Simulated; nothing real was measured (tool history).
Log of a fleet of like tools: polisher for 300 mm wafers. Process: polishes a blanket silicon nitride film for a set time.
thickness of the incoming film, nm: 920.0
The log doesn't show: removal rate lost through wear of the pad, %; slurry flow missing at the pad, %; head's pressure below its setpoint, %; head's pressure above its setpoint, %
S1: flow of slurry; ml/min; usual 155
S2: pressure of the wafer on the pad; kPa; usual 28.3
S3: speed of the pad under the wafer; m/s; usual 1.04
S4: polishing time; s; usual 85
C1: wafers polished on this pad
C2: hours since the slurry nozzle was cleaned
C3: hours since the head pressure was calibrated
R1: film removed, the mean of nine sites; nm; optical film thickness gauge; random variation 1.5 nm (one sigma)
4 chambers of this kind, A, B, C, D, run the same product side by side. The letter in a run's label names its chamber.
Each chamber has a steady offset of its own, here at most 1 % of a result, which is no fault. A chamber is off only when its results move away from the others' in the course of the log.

run	hour	S1	S2	S3	S4	C1	C2	C3	R1
1D	4.3	155	28.3	1.04	85	192	331.5	919.6	201.74
2B	9.3	155	28.3	1.04	85	341	21.0	379.2	200.96
3A	12.6	155	28.3	1.04	85	643	259.3	35.9	201.66
4C	17.4	155	28.3	1.04	85	1111	338.0	416.5	200.18
5A	22.5	155	28.3	1.04	85	731	269.2	45.8	202.08
# hour 24.6: chamber C: head pressure recalibrated
6C	28.1	155	28.3	1.04	85	1207	348.7	3.6	204.36
7D	32.5	155	28.3	1.34	85	443	359.7	947.8	244.96
8B	37.1	155	28.3	1.34	85	589	48.8	407.0	247.59
9D	40.4	155	28.3	1.34	85	514	367.6	955.7	243.02
10C	45.2	155	28.3	1.34	85	1359	365.8	20.7	247.97
11A	49.3	155	28.3	1.04	85	970	296.0	72.6	202.38
# hour 51.9: chamber C: worn pad replaced by a new one
12B	53.7	155	28.3	1.04	85	737	65.4	423.6	203.71
13D	57.5	155	28.3	0.76	85	666	384.7	972.8	154.03
# hour 61.2: chamber C: slurry nozzle cleaned
14C	62.2	155	28.3	0.76	85	92	1.1	37.7	155.86
# hour 62.8: chamber D: head pressure recalibrated
15B	66.9	155	28.3	0.76	85	855	78.6	436.8	157.75
16A	70.4	155	28.3	0.76	85	1158	317.1	93.7	155.26
17D	76.0	155	28.3	1.04	85	831	403.2	13.2	213.32
18A	81.1	155	28.3	1.04	85	1254	327.8	104.4	199.63
19B	86.6	105	28.3	1.34	85	1031	98.3	456.5	233.30
20C	91.4	105	28.3	1.34	85	352	30.3	66.9	229.86
21A	94.2	105	28.3	1.34	85	1371	340.9	117.5	228.82
22D	99.6	105	28.3	1.34	85	1042	426.8	36.8	245.52
# hour 102.4: chamber B: worn pad replaced by a new one
23B	102.5	155	28.3	1.04	85	1	114.2	472.4	206.36
24C	107.6	155	28.3	1.04	85	497	46.5	83.1	203.41
25A	113.0	155	28.3	1.04	85	1538	359.7	136.3	205.93
26D	117.9	155	28.3	1.04	85	1205	445.1	55.1	214.13

Is one chamber off against the others, does the gauge drift, or is nothing wrong? If a chamber is off, say which, and what the likeliest cause is.

A service left chamber D off against the others.
Cause: head's pressure above its setpoint, % = 8.53.

Here are 4 candidates for chamber D's next run, each the usual settings with a change, their results left as question marks. Which one brings its results back in line with what the others give on the usual settings?
In line means no further than this from the other chambers' mean on the usual settings: R1 5.10 nm
27D-1	121.9	155	26.9	1.00	80				?
27D-2	121.9	155	28.3	1.04	91				?
27D-3	121.9	155	28.3	1.04	98				?
27D-4	121.9	155	27.6	1.02	83				?

The other chambers' mean on the usual settings: R1 201.90 nm
run	R1
27D-1	187.23
27D-2	231.21
27D-3	249.00
27D-4	202.49
27D-4 brings the chamber back in line.
